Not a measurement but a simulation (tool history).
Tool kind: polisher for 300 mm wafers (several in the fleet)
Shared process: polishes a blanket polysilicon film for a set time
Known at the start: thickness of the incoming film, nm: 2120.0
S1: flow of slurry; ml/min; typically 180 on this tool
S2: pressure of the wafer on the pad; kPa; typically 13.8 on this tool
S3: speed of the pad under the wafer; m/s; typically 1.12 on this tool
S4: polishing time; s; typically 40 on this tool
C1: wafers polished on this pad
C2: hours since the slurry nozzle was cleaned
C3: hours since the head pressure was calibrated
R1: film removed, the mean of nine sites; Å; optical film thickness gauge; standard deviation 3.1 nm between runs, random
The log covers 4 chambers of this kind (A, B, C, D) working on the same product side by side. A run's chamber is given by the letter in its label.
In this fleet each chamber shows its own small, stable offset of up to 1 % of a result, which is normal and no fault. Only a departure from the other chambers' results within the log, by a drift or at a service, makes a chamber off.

run 1C hour=3.6 | S1=180 S2=13.8 S3=1.12 S4=40 | C1=274 C2=252.6 C3=788.1 | R1=2294.1
-- hour=8.1 chamber C: slurry nozzle cleaned
run 2D hour=9.6 | S1=180 S2=13.8 S3=1.12 S4=40 | C1=166 C2=578 C3=444.4 | R1=2306.5
run 3B hour=13.3 | S1=180 S2=13.8 S3=1.12 S4=40 | C1=261 C2=465.5 C3=1063.3 | R1=2327.3
run 4A hour=17.4 | S1=180 S2=13.8 S3=1.12 S4=40 | C1=1064 C2=358.9 C3=395.9 | R1=2309.4
run 5B hour=21.6 | S1=180 S2=13.8 S3=1.12 S4=40 | C1=326 C2=473.8 C3=1071.6 | R1=2312
run 6C hour=25.7 | S1=180 S2=15.9 S3=1.12 S4=40 | C1=447 C2=17.7 C3=810.2 | R1=2644.3
run 7D hour=30.6 | S1=180 S2=15.9 S3=1.12 S4=40 | C1=330 C2=599 C3=465.4 | R1=2634.4
run 8A hour=36.6 | S1=180 S2=15.9 S3=1.12 S4=40 | C1=1214 C2=378.1 C3=415.1 | R1=2627.5
-- hour=37 chamber A: worn pad replaced by a new one
run 9C hour=40.5 | S1=180 S2=15.9 S3=1.12 S4=40 | C1=563 C2=32.5 C3=825 | R1=2657.9
run 10A hour=44.8 | S1=205 S2=13.8 S3=0.98 S4=40 | C1=61 C2=386.3 C3=423.3 | R1=2082.1
run 11B hour=51 | S1=205 S2=13.8 S3=0.98 S4=40 | C1=556 C2=503.2 C3=1101 | R1=2105.3
run 12D hour=57.2 | S1=205 S2=13.8 S3=0.98 S4=40 | C1=538 C2=625.6 C3=492 | R1=2039.3
run 13C hour=62.8 | S1=205 S2=13.8 S3=0.98 S4=40 | C1=738 C2=54.8 C3=847.3 | R1=2110.3
-- hour=67.3 chamber D: slurry nozzle cleaned
-- hour=68.3 chamber C: worn pad replaced by a new one
run 14A hour=68.7 | S1=180 S2=13.8 S3=1.12 S4=40 | C1=248 C2=410.2 C3=447.2 | R1=2311.8
run 15D hour=73 | S1=180 S2=13.8 S3=1.12 S4=40 | C1=662 C2=5.7 C3=507.8 | R1=2246
-- hour=73.5 chamber D: worn pad replaced by a new one
-- hour=75.1 chamber B: worn pad replaced by a new one
run 16B hour=76.7 | S1=180 S2=13.8 S3=1.12 S4=40 | C1=12 C2=528.9 C3=1126.7 | R1=2318.5
run 17D hour=79.7 | S1=180 S2=13.8 S3=1.12 S4=40 | C1=48 C2=12.4 C3=514.5 | R1=2279.7
run 18C hour=83.4 | S1=180 S2=13.8 S3=1.12 S4=40 | C1=118 C2=75.4 C3=867.9 | R1=2348.5
-- hour=89.2 chamber B: head pressure recalibrated
run 19A hour=89.2 | S1=180 S2=13.8 S3=1.12 S4=40 | C1=409 C2=430.7 C3=467.7 | R1=2322.2
run 20B hour=92.1 | S1=130 S2=13.8 S3=1.28 S4=40 | C1=133 C2=544.3 C3=3 | R1=2501.3
run 21A hour=95.2 | S1=130 S2=13.8 S3=1.28 S4=40 | C1=456 C2=436.7 C3=473.7 | R1=2451.6
run 22B hour=100.7 | S1=130 S2=13.8 S3=1.28 S4=40 | C1=200 C2=552.9 C3=11.6 | R1=2519.2
run 23D hour=106 | S1=130 S2=13.8 S3=1.28 S4=40 | C1=254 C2=38.7 C3=540.8 | R1=2457.1
-- hour=106.9 chamber B: slurry nozzle cleaned
run 24C hour=110.6 | S1=180 S2=13.8 S3=1.12 S4=40 | C1=331 C2=102.6 C3=895.1 | R1=2355.7
run 25C hour=115.6 | S1=180 S2=13.8 S3=1.12 S4=40 | C1=371 C2=107.6 C3=900.1 | R1=2384.4
run 26D hour=121.8 | S1=180 S2=13.8 S3=1.12 S4=40 | C1=378 C2=54.5 C3=556.6 | R1=2298.6
run 27A hour=126.7 | S1=180 S2=13.8 S3=1.12 S4=33 | C1=702 C2=468.2 C3=505.2 | R1=1914.7
run 28B hour=132.3 | S1=180 S2=13.8 S3=1.12 S4=33 | C1=447 C2=25.4 C3=43.2 | R1=1882.9
run 29B hour=138.7 | S1=180 S2=13.8 S3=1.12 S4=33 | C1=497 C2=31.8 C3=49.6 | R1=1934.3
-- hour=143 chamber A: head pressure recalibrated
run 30D hour=144.2 | S1=180 S2=13.8 S3=1.12 S4=33 | C1=553 C2=76.9 C3=579 | R1=1874.1
run 31A hour=149.2 | S1=180 S2=13.8 S3=1.12 S4=40 | C1=878 C2=490.7 C3=6.3 | R1=2317.9
run 32C hour=152.4 | S1=160 S2=13.8 S3=1.12 S4=40 | C1=659 C2=144.4 C3=936.9 | R1=2288.2
run 33B hour=157 | S1=160 S2=13.8 S3=1.12 S4=40 | C1=641 C2=50.1 C3=67.9 | R1=2253.3

The same settings go to every chamber for the next run, one line per chamber below. Forecast the results for each:
run 34A hour=161.7 | S1=180 S2=13.8 S3=1.12 S4=40 | R1=?
run 34B hour=161.7 | S1=180 S2=13.8 S3=1.12 S4=40 | R1=?
run 34C hour=161.7 | S1=180 S2=13.8 S3=1.12 S4=40 | R1=?
run 34D hour=161.7 | S1=180 S2=13.8 S3=1.12 S4=40 | R1=?

run=34A R1=2318.4
run=34B R1=2316
run=34C R1=2321
run=34D R1=2315.6
